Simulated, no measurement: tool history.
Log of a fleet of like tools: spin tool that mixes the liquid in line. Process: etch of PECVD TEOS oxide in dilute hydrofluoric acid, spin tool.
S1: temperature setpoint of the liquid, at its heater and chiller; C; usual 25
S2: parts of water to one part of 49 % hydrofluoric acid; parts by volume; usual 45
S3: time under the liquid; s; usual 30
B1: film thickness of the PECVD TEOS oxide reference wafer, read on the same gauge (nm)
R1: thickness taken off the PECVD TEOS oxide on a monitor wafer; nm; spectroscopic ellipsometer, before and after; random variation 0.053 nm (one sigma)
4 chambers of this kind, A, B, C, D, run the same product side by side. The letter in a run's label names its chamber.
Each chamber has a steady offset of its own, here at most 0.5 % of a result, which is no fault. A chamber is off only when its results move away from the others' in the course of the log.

run,hour,S1,S2,S3,B1,R1
1C,13,25,45,30,50,14.775
# hour 13.3: chamber B: thermometer replaced
2A,26.7,25,45,30,49.967,14.786
3B,37.6,25,45,30,50.007,14.918
4D,53.8,25,45,30,49.99,14.752
5D,65.5,27.5,45,30,49.984,16.285
6B,79.9,27.5,45,30,49.983,16.491
7C,92,27.5,45,30,49.984,16.381
8A,105.3,27.5,45,30,50.019,16.384
9A,115.3,25,45,30,49.984,14.778
10C,127.3,25,45,30,49.982,14.87
11B,138.3,25,45,30,49.989,14.897
12D,146.3,25,45,30,49.947,14.99
13A,158.7,27.5,45,30,49.962,16.439
14D,169.8,27.5,45,30,49.973,16.499
15B,185.4,27.5,45,30,49.996,16.442
16C,199.7,27.5,45,30,49.994,16.52
17B,209.2,25,55,35,50.027,13.887
18C,218.1,25,55,35,49.965,13.983
19D,226,25,55,35,50.005,14.244
20A,242.2,25,55,35,50.014,14.026
21D,251.4,25,45,45,49.997,22.704
22B,259.5,25,45,45,50.008,22.344
23C,274.3,25,45,45,50.018,22.266
24A,290.1,25,45,45,50.015,22.194
25C,303.1,25,45,30,50.012,14.764
26A,314.4,25,45,30,50.015,14.88
27D,329.3,25,45,30,50.04,15.177
28B,340.3,29.5,45,30,49.963,17.778
29C,353.9,29.5,45,30,49.998,17.88
30A,362.5,29.5,45,30,50.001,17.808
31B,378.3,29.5,45,30,50.018,17.787
32D,392.9,25,45,30,49.978,15.51
33D,405.2,25,45,30,49.985,15.289
34C,418.2,25,45,30,50.034,14.762
# hour 421.4: chamber C: thermometer replaced
35B,427.6,25,45,30,50.006,14.878
36A,439.8,25,45,30,50.003,14.889
37C,447.4,22,45,40,50.01,17.386

Next, every chamber runs the same settings. What will each give?
38A,459.2,25,45,30,,?
38B,459.2,25,45,30,,?
38C,459.2,25,45,30,,?
38D,459.2,25,45,30,,?

run,R1
38A,14.76
38B,14.911
38C,14.838
38D,15.56
